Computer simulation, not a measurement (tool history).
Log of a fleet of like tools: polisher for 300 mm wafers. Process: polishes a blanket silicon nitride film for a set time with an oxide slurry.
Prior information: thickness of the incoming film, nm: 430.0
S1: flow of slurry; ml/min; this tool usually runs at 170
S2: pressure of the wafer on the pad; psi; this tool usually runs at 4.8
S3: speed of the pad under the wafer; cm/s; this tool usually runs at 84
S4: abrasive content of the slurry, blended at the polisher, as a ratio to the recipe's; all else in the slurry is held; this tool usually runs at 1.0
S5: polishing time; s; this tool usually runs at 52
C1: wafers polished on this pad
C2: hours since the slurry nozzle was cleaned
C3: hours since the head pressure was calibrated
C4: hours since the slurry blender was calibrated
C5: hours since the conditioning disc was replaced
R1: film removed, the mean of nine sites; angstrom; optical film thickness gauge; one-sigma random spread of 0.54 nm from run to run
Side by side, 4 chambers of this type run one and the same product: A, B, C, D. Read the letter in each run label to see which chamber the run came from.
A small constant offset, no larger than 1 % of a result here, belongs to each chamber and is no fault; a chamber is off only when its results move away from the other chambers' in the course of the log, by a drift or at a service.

At day 0.129: chamber C: slurry nozzle cleaned.
Run 1A, day 0.254: usual settings; C1 133; C2 129.0; C3 545.1; C4 136.0; C5 425.6. Result: R1 452.83 angstrom.
Run 2D, day 0.483: usual settings; C1 823; C2 45.8; C3 498.8; C4 126.0; C5 13.3. Result: R1 467.53 angstrom.
Run 3C, day 0.704: usual settings; C1 795; C2 13.8; C3 518.1; C4 89.3; C5 131.9. Result: R1 458.02 angstrom.
At day 0.804: chamber D: worn pad replaced by a new one.
At day 0.925: chamber B: worn pad replaced by a new one.
Run 4B, day 1.054: usual settings; C1 43; C2 129.2; C3 122.1; C4 48.2; C5 350.6. Result: R1 470.70 angstrom.
Run 5D, day 1.308: usual settings; C1 170; C2 65.6; C3 518.6; C4 145.8; C5 33.1. Result: R1 466.27 angstrom.
At day 1.312: chamber C: worn pad replaced by a new one.
Run 6A, day 1.708: usual settings; C1 623; C2 163.9; C3 580.0; C4 170.9; C5 460.5. Result: R1 455.23 angstrom.
Run 7B, day 1.917: usual settings; C1 334; C2 149.9; C3 142.8; C4 68.9; C5 371.3. Result: R1 471.45 angstrom.
Run 8C, day 2.333: usual settings; C1 345; C2 52.9; C3 557.2; C4 128.4; C5 171.0. Result: R1 460.71 angstrom.
At day 2.629: chamber A: worn pad replaced by a new one.
At day 2.683: chamber A: slurry blender recalibrated.
Run 9C, day 2.688: usual settings but S3 66 cm/s, S4 1.3; C1 464; C2 61.4; C3 565.7; C4 136.9; C5 179.5. Result: R1 422.04 angstrom.
At day 2.892: chamber A: conditioning disc replaced and pad reconditioned.
Run 10A, day 2.900: usual settings but S3 66 cm/s, S4 1.3; C1 91; C2 192.5; C3 608.6; C4 5.3; C5 0.3. Result: R1 420.75 angstrom.
Run 11D, day 3.117: usual settings but S3 66 cm/s, S4 1.3; C1 780; C2 109.0; C3 562.0; C4 189.2; C5 76.5. Result: R1 419.55 angstrom.
Run 12B, day 3.438: usual settings but S3 66 cm/s, S4 1.3; C1 846; C2 186.4; C3 179.3; C4 105.4; C5 407.8. Result: R1 423.26 angstrom.
Run 13B, day 3.675: usual settings; C1 926; C2 192.1; C3 185.0; C4 111.1; C5 413.5. Result: R1 459.29 angstrom.
Run 14D, day 3.862: usual settings; C1 1031; C2 126.9; C3 579.9; C4 207.1; C5 94.4. Result: R1 469.31 angstrom.
At day 3.925: chamber C: conditioning disc replaced and pad reconditioned.
At day 4.133: chamber D: worn pad replaced by a new one.
Run 15C, day 4.200: usual settings but S1 200 ml/min, S2 3.4 psi; C1 974; C2 97.7; C3 602.0; C4 173.2; C5 6.6. Result: R1 334.88 angstrom.
At day 4.267: chamber C: worn pad replaced by a new one.
Run 16A, day 4.462: usual settings but S1 200 ml/min, S2 3.4 psi; C1 618; C2 230.0; C3 646.1; C4 42.8; C5 37.8. Result: R1 339.60 angstrom.
At day 4.650: chamber B: worn pad replaced by a new one.
Run 17B, day 4.667: usual settings but S1 200 ml/min, S2 3.4 psi; C1 6; C2 215.9; C3 208.8; C4 134.9; C5 437.3. Result: R1 328.86 angstrom.
Run 18D, day 4.938: usual settings but S1 200 ml/min, S2 3.4 psi; C1 271; C2 152.7; C3 605.7; C4 232.9; C5 120.2. Result: R1 333.77 angstrom.
Run 19A, day 5.217: usual settings; C1 872; C2 248.1; C3 664.2; C4 60.9; C5 55.9. Result: R1 466.51 angstrom.
Run 20C, day 5.500: usual settings; C1 416; C2 128.9; C3 633.2; C4 204.4; C5 37.8. Result: R1 450.10 angstrom.
At day 5.546: chamber A: worn pad replaced by a new one.
At day 5.733: chamber A: slurry nozzle cleaned.
Run 21C, day 5.879: usual settings; C1 544; C2 138.0; C3 642.3; C4 213.5; C5 46.9. Result: R1 453.82 angstrom.
Run 22D, day 6.179: usual settings but S3 96 cm/s, S4 0.8; C1 689; C2 182.5; C3 635.5; C4 262.7; C5 150.0. Result: R1 459.60 angstrom.
Run 23A, day 6.383: usual settings but S3 96 cm/s, S4 0.8; C1 283; C2 15.6; C3 692.2; C4 88.9; C5 83.9. Result: R1 463.15 angstrom.
At day 6.679: chamber D: conditioning disc replaced and pad reconditioned.
Run 24B, day 6.733: usual settings but S3 96 cm/s, S4 0.8; C1 703; C2 265.5; C3 258.4; C4 184.5; C5 486.9. Result: R1 453.73 angstrom.
At day 6.925: chamber C: worn pad replaced by a new one.
Run 25D, day 7.029: usual settings but S3 96 cm/s, S4 0.8; C1 976; C2 202.9; C3 655.9; C4 283.1; C5 8.5. Result: R1 455.83 angstrom.
At day 7.129: chamber D: worn pad replaced by a new one.
Run 26B, day 7.400: usual settings; C1 927; C2 281.5; C3 274.4; C4 200.5; C5 502.9. Result: R1 448.78 angstrom.
At day 7.596: chamber B: conditioning disc replaced and pad reconditioned.
Run 27A, day 7.617: usual settings; C1 699; C2 45.2; C3 721.8; C4 118.5; C5 113.5. Result: R1 465.10 angstrom.
Run 28C, day 7.979: usual settings; C1 356; C2 188.4; C3 692.7; C4 263.9; C5 97.3. Result: R1 437.03 angstrom.
At day 7.996: chamber D: slurry blender recalibrated.
At day 8.038: chamber B: slurry blender recalibrated.
At day 8.100: chamber D: head pressure recalibrated.
At day 8.258: chamber B: worn pad replaced by a new one.
Run 29B, day 8.308: usual settings; C1 17; C2 303.3; C3 296.2; C4 6.6; C5 17.1. Result: R1 460.98 angstrom.
Run 30A, day 8.696: usual settings; C1 1063; C2 71.1; C3 747.7; C4 144.4; C5 139.4. Result: R1 461.33 angstrom.
At day 8.721: chamber A: worn pad replaced by a new one.
At day 8.800: chamber B: slurry nozzle cleaned.
Run 31D, day 8.942: usual settings; C1 610; C2 248.8; C3 20.2; C4 22.7; C5 54.4. Result: R1 469.23 angstrom.
Run 32C, day 9.138: usual settings but S1 145 ml/min; C1 747; C2 216.2; C3 720.5; C4 291.7; C5 125.1. Result: R1 419.03 angstrom.
Run 33D, day 9.554: usual settings but S1 145 ml/min; C1 817; C2 263.5; C3 34.9; C4 37.4; C5 69.1. Result: R1 449.94 angstrom.
At day 9.733: chamber C: worn pad replaced by a new one.
At day 9.867: chamber D: worn pad replaced by a new one.
Run 34A, day 9.942: usual settings but S1 145 ml/min; C1 412; C2 101.0; C3 777.6; C4 174.3; C5 169.3. Result: R1 454.85 angstrom.
Run 35C, day 10.358: usual settings but S1 145 ml/min; C1 211; C2 245.5; C3 749.8; C4 321.0; C5 154.4. Result: R1 417.63 angstrom.
At day 10.562: chamber D: slurry nozzle cleaned.
Run 36B, day 10.625: usual settings; C1 798; C2 43.8; C3 351.8; C4 62.2; C5 72.7. Result: R1 454.96 angstrom.
Run 37D, day 10.992: usual settings; C1 379; C2 10.4; C3 69.4; C4 71.9; C5 103.6. Result: R1 451.70 angstrom.
Run 38A, day 11.246: usual settings; C1 851; C2 132.3; C3 808.9; C4 205.6; C5 200.6. Result: R1 463.33 angstrom.
At day 11.258: chamber C: conditioning disc replaced and pad reconditioned.
Run 39B, day 11.579: usual settings; C1 1120; C2 66.7; C3 374.7; C4 85.1; C5 95.6. Result: R1 454.41 angstrom.
At day 11.858: chamber B: worn pad replaced by a new one.
Run 40C, day 11.896: usual settings; C1 730; C2 282.4; C3 786.7; C4 357.9; C5 15.3. Result: R1 421.48 angstrom.
At day 11.908: chamber A: worn pad replaced by a new one.
At day 11.971: chamber A: slurry blender recalibrated.
Run 41A, day 12.279: usual settings; C1 125; C2 157.1; C3 833.7; C4 7.5; C5 225.4. Result: R1 460.93 angstrom.
At day 12.617: chamber C: worn pad replaced by a new one.
Run 42B, day 12.675: usual settings but S1 135 ml/min, S2 5.4 psi; C1 276; C2 93.0; C3 401.0; C4 111.4; C5 121.9. Result: R1 493.33 angstrom.
At day 12.788: chamber D: worn pad replaced by a new one.
At day 12.838: chamber D: conditioning disc replaced and pad reconditioned.
Run 43C, day 12.996: usual settings but S1 135 ml/min, S2 5.4 psi; C1 128; C2 308.8; C3 813.1; C4 384.3; C5 41.7. Result: R1 456.18 angstrom.
Run 44D, day 13.188: usual settings but S1 135 ml/min, S2 5.4 psi; C1 135; C2 63.1; C3 122.1; C4 124.6; C5 8.4. Result: R1 512.50 angstrom.

Each of the 4 chambers runs these same settings next. Fill in every chamber's results:
Run 45A, day 13.488: usual settings but S3 60 cm/s. Result: R1 ?.
Run 45B, day 13.488: usual settings but S3 60 cm/s. Result: R1 ?.
Run 45C, day 13.488: usual settings but S3 60 cm/s. Result: R1 ?.
Run 45D, day 13.488: usual settings but S3 60 cm/s. Result: R1 ?.

run      R1
45A  352.26
45B  348.65
45C  317.90
45D  352.98

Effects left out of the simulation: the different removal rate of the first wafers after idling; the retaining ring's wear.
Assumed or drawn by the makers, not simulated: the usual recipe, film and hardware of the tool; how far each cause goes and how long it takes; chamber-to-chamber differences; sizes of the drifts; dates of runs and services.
